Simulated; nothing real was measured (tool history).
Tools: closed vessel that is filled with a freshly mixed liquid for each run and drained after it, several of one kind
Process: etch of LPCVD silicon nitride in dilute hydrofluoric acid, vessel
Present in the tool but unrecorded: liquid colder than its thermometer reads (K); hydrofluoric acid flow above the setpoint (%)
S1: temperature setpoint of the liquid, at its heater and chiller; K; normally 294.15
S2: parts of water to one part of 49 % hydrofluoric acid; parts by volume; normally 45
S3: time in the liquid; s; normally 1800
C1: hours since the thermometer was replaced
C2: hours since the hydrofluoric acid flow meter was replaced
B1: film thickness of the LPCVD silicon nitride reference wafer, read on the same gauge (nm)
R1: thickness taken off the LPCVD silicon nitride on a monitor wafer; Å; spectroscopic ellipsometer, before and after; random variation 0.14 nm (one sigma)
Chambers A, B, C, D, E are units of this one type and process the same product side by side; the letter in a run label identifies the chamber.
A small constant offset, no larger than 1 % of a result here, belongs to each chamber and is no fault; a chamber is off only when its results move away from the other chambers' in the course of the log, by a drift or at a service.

| run | day | S1 | S2 | S3 | C1 | C2 | B1 | R1 |
|---|---|---|---|---|---|---|---|---|
| 1D | 0.229 | 294.15 | 45 | 1800 | 1258.9 | 1774.2 | 140 | 176.18 |
| 2A | 0.654 | 294.15 | 45 | 1800 | 799.3 | 875.1 | 139.99 | 179.91 |
| 3C | 0.929 | 294.15 | 45 | 1800 | 1014.8 | 2286.3 | 140.01 | 177.43 |
| 4B | 1.267 | 294.15 | 45 | 1800 | 993.7 | 687.7 | 139.99 | 179.52 |
| 5E | 1.558 | 294.15 | 45 | 1800 | 369 | 528.5 | 139.98 | 177.07 |
| 6A | 1.792 | 294.15 | 45 | 1800 | 826.6 | 902.4 | 140.01 | 181.29 |
| 7C | 2.221 | 294.15 | 45 | 1800 | 1045.8 | 2317.3 | 139.99 | 179.52 |
|  | 2.338 | chamber D: thermometer replaced |
| 8D | 2.496 | 294.15 | 45 | 890 | 3.8 | 1828.6 | 139.98 | 87.337 |
| 9B | 2.767 | 294.15 | 45 | 890 | 1029.7 | 723.7 | 140.03 | 88.271 |
| 10E | 3.15 | 294.15 | 45 | 890 | 407.2 | 566.7 | 140.03 | 88.826 |
| 11C | 3.396 | 294.15 | 45 | 890 | 1074 | 2345.5 | 139.99 | 87.341 |
| 12E | 3.688 | 294.15 | 45 | 890 | 420.1 | 579.6 | 140.01 | 87.108 |
| 13A | 4.117 | 290.65 | 45 | 955 | 882.4 | 958.2 | 140.01 | 74.467 |
| 14D | 4.492 | 290.65 | 45 | 955 | 51.7 | 1876.5 | 140.03 | 73.152 |
| 15B | 4.812 | 290.65 | 45 | 955 | 1078.8 | 772.8 | 139.99 | 73.988 |
| 16E | 5.125 | 290.65 | 45 | 955 | 454.6 | 614.1 | 140.02 | 73.896 |
|  | 5.158 | chamber C: hydrofluoric acid flow meter replaced |
| 17D | 5.479 | 290.65 | 45 | 955 | 75.4 | 1900.2 | 139.98 | 73.81 |
| 18C | 5.808 | 294.15 | 45 | 1800 | 1131.9 | 15.6 | 139.98 | 178.71 |
|  | 6.092 | chamber D: hydrofluoric acid flow meter replaced |
| 19B | 6.212 | 294.15 | 45 | 1800 | 1112.4 | 806.4 | 140 | 181.9 |
| 20A | 6.533 | 294.15 | 45 | 1800 | 940.4 | 1016.2 | 139.97 | 179.79 |
| 21E | 6.754 | 290.65 | 45 | 1800 | 493.7 | 653.2 | 140.02 | 140.29 |
| 22A | 7.175 | 290.65 | 45 | 1800 | 955.8 | 1031.6 | 139.96 | 140.59 |
| 23D | 7.396 | 290.65 | 45 | 1800 | 121.4 | 31.3 | 140.01 | 138.5 |
| 24C | 7.8 | 290.65 | 45 | 1800 | 1179.7 | 63.4 | 140.05 | 139.52 |
| 25B | 8.167 | 290.65 | 45 | 1800 | 1159.3 | 853.3 | 140 | 139.16 |
| 26A | 8.421 | 294.15 | 45 | 1800 | 985.7 | 1061.5 | 139.98 | 177.39 |
| 27D | 8.85 | 294.15 | 45 | 1800 | 156.3 | 66.2 | 140 | 177.57 |
| 28E | 9.196 | 290.15 | 30 | 1800 | 552.3 | 711.8 | 140.01 | 196.23 |
| 29C | 9.546 | 290.15 | 30 | 1800 | 1221.6 | 105.3 | 140 | 200.98 |
| 30B | 9.983 | 290.15 | 30 | 1800 | 1202.9 | 896.9 | 140.01 | 199.16 |
| 31E | 10.188 | 290.15 | 30 | 1800 | 576.1 | 735.6 | 140 | 201.38 |
|  | 10.229 | chamber A: hydrofluoric acid flow meter replaced |
| 32A | 10.533 | 290.15 | 30 | 1800 | 1036.4 | 7.3 | 140.04 | 199.52 |
| 33D | 10.933 | 294.15 | 45 | 1800 | 206.3 | 116.2 | 140.01 | 175.89 |
| 34B | 11.154 | 294.15 | 45 | 1800 | 1231 | 925 | 139.96 | 180.93 |

Is one chamber out of step, is the gauge drifting, or do the chambers differ by no more than their own small offsets? For an off chamber, give its letter and the likeliest cause.

The fleet is healthy, with each chamber sitting at its usual small offset and no drift in the gauge.

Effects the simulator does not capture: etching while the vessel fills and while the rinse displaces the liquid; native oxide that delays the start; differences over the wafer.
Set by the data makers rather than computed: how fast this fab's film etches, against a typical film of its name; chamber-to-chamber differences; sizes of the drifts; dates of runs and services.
